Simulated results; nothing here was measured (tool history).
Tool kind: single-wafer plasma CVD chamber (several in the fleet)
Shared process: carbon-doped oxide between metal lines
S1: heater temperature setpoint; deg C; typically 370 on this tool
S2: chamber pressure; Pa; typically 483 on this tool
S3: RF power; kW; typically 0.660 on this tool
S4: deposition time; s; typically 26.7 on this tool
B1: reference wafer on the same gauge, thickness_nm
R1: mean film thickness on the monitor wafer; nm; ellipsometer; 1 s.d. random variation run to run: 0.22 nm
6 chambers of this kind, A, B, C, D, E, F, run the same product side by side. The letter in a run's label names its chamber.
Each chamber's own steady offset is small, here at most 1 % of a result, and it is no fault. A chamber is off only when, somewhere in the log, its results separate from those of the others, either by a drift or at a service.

run,hour,S1,S2,S3,S4,B1,R1
1A,6.0,370,483,0.660,26.7,133.01,147.78
2E,9.9,370,483,0.660,26.7,133.06,147.15
3D,14.6,370,483,0.660,26.7,132.99,148.78
4F,20.2,370,483,0.660,26.7,133.13,147.44
5C,25.7,370,483,0.660,26.7,133.09,147.01
6B,29.0,370,523,0.660,26.7,133.10,149.31
7D,33.6,370,523,0.660,26.7,133.13,150.17
8F,37.2,370,523,0.660,26.7,133.15,148.65
9A,43.6,370,523,0.660,26.7,133.18,148.76
10C,47.1,370,523,0.660,26.7,133.16,148.38
# hour 47.7: chamber A: capacitance manometer re-zeroed and calibrated
11B,52.1,370,523,0.660,26.7,133.18,149.41
12E,58.7,370,483,0.660,26.7,133.23,147.51
13A,62.8,370,483,0.660,26.7,133.28,147.70
14B,65.8,370,483,0.660,26.7,133.22,148.21
15C,69.4,370,483,0.660,26.7,133.25,147.19
# hour 73.5: chamber F: RF generator calibrated
16D,74.9,370,483,0.660,26.7,133.34,148.94
17E,79.5,370,483,0.660,26.7,133.36,147.44
18F,84.4,370,483,0.660,26.7,133.32,147.87
19B,90.2,370,483,0.660,26.7,133.33,148.54
20E,95.4,370,483,0.660,26.7,133.37,147.59
21F,99.9,370,483,0.660,26.7,133.44,147.77
22C,104.4,380,532,0.660,26.7,133.43,145.97
23D,109.6,380,532,0.660,26.7,133.46,147.55
24A,116.2,380,532,0.660,26.7,133.44,146.09
25D,121.5,380,532,0.660,26.7,133.56,147.25
# hour 125.1: chamber C: RF generator calibrated
26C,128.2,380,532,0.660,26.7,133.47,145.90
27A,133.6,380,532,0.660,26.7,133.54,146.67
28F,138.6,370,483,0.660,26.7,133.51,147.86
29B,141.7,370,529,0.660,26.7,133.59,149.96
30E,145.0,370,529,0.660,26.7,133.59,149.37
31D,148.6,370,529,0.660,26.7,133.57,151.27
# hour 150.3: chamber E: capacitance manometer re-zeroed and calibrated
32F,155.1,370,529,0.660,26.7,133.65,149.30
33B,161.8,370,529,0.660,26.7,133.60,150.12
34A,165.2,370,529,0.660,26.7,133.68,149.65
35E,168.4,370,483,0.765,26.7,133.70,161.33
36C,172.9,370,483,0.765,26.7,133.72,161.84
37C,177.3,370,483,0.765,26.7,133.68,161.47
38A,180.2,370,483,0.765,26.7,133.75,162.33
39D,185.6,370,483,0.765,26.7,133.75,163.07
40B,190.4,370,483,0.765,26.7,133.82,162.76
41E,194.7,370,483,0.660,26.7,133.76,147.77
42F,199.1,370,483,0.660,26.7,133.80,148.63

Which is it: a chamber that has drifted or been left off by a service, a gauge drift common to all chambers, or only each chamber's usual small offset? If a chamber is off, name it and its likeliest cause.

The gauge drifts, so all chambers seem to drift together. No chamber is off.
Most likely cause: gauge reads high (%) = 0.612.
